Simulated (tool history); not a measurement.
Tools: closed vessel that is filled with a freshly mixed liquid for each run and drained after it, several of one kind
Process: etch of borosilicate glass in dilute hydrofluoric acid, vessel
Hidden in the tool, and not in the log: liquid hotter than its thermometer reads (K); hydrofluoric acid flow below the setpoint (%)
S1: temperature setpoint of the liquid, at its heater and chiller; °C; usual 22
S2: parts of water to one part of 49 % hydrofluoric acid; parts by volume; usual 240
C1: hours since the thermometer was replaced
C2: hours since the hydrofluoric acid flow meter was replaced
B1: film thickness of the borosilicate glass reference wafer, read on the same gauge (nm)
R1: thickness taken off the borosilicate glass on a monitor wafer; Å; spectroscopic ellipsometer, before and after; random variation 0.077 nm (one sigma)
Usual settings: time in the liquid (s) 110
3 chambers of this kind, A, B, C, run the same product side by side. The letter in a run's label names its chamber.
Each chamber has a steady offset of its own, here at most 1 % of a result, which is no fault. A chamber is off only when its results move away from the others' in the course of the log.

{"run": "1A", "day": 0.171, "S1": 22, "S2": 240, "time in the liquid (s)": 110, "C1": 792.4, "C2": 421.3, "B1": 150, "R1": 98.967}
{"run": "2B", "day": 0.483, "S1": 22, "S2": 240, "time in the liquid (s)": 110, "C1": 538.9, "C2": 797.5, "B1": 150.02, "R1": 99.748}
{"run": "3C", "day": 0.65, "S1": 22, "S2": 240, "time in the liquid (s)": 110, "C1": 1416.8, "C2": 37.7, "B1": 149.97, "R1": 100.47}
{"run": "4A", "day": 0.825, "S1": 22, "S2": 240, "time in the liquid (s)": 110, "C1": 808.1, "C2": 437, "B1": 150, "R1": 99.307}
{"day": 1.029, "done": "chamber B: hydrofluoric acid flow meter replaced"}
{"run": "5C", "day": 1.146, "S1": 22, "S2": 240, "time in the liquid (s)": 110, "C1": 1428.7, "C2": 49.6, "B1": 149.99, "R1": 102.31}
{"run": "6B", "day": 1.421, "S1": 22, "S2": 335, "time in the liquid (s)": 110, "C1": 561.4, "C2": 9.5, "B1": 149.99, "R1": 66.948}
{"run": "7B", "day": 1.679, "S1": 22, "S2": 335, "time in the liquid (s)": 110, "C1": 567.6, "C2": 15.7, "B1": 149.96, "R1": 67.166}
{"run": "8A", "day": 1.971, "S1": 22, "S2": 335, "time in the liquid (s)": 110, "C1": 835.6, "C2": 464.5, "B1": 150.02, "R1": 65.399}
{"run": "9C", "day": 2.233, "S1": 22, "S2": 305, "time in the liquid (s)": 170, "C1": 1454.8, "C2": 75.7, "B1": 150.01, "R1": 114.43}
{"run": "10A", "day": 2.412, "S1": 22, "S2": 305, "time in the liquid (s)": 170, "C1": 846.2, "C2": 475.1, "B1": 149.97, "R1": 114.43}
{"run": "11C", "day": 2.625, "S1": 22, "S2": 305, "time in the liquid (s)": 170, "C1": 1464.2, "C2": 85.1, "B1": 149.99, "R1": 114.86}
{"run": "12B", "day": 2.842, "S1": 22, "S2": 240, "time in the liquid (s)": 130, "C1": 595.5, "C2": 43.6, "B1": 149.99, "R1": 119.35}
{"run": "13C", "day": 3.075, "S1": 22, "S2": 240, "time in the liquid (s)": 130, "C1": 1475, "C2": 95.9, "B1": 149.99, "R1": 119.17}
{"run": "14A", "day": 3.383, "S1": 22, "S2": 240, "time in the liquid (s)": 130, "C1": 869.5, "C2": 498.4, "B1": 150, "R1": 115.72}
{"run": "15B", "day": 3.683, "S1": 22, "S2": 240, "time in the liquid (s)": 110, "C1": 615.7, "C2": 63.8, "B1": 149.96, "R1": 101.37}
{"run": "16C", "day": 3.933, "S1": 22, "S2": 240, "time in the liquid (s)": 110, "C1": 1495.6, "C2": 116.5, "B1": 150, "R1": 101.82}
{"run": "17B", "day": 4.246, "S1": 24, "S2": 240, "time in the liquid (s)": 110, "C1": 629.2, "C2": 77.3, "B1": 150.02, "R1": 107.67}
{"run": "18A", "day": 4.504, "S1": 24, "S2": 240, "time in the liquid (s)": 110, "C1": 896.4, "C2": 525.3, "B1": 150.02, "R1": 108.12}
{"run": "19A", "day": 4.658, "S1": 24, "S2": 240, "time in the liquid (s)": 110, "C1": 900.1, "C2": 529, "B1": 149.99, "R1": 106.63}
{"run": "20B", "day": 4.829, "S1": 22, "S2": 240, "time in the liquid (s)": 110, "C1": 643.2, "C2": 91.3, "B1": 149.99, "R1": 99.913}
{"run": "21C", "day": 5.15, "S1": 22, "S2": 240, "time in the liquid (s)": 110, "C1": 1524.8, "C2": 145.7, "B1": 150, "R1": 101.7}
{"run": "22B", "day": 5.362, "S1": 22, "S2": 240, "time in the liquid (s)": 110, "C1": 656, "C2": 104.1, "B1": 149.99, "R1": 100.95}
{"run": "23A", "day": 5.667, "S1": 22, "S2": 240, "time in the liquid (s)": 110, "C1": 924.3, "C2": 553.2, "B1": 149.98, "R1": 99.6}
{"run": "24C", "day": 5.929, "S1": 19.5, "S2": 240, "time in the liquid (s)": 50, "C1": 1543.5, "C2": 164.4, "B1": 149.98, "R1": 41.521}

What goes on in this fleet: one chamber off, a drifting gauge, or nothing beyond the chambers' own small offsets? Name the chamber and the cause, if any.

No chamber stands off beyond its own small offset, and the gauge holds steady.
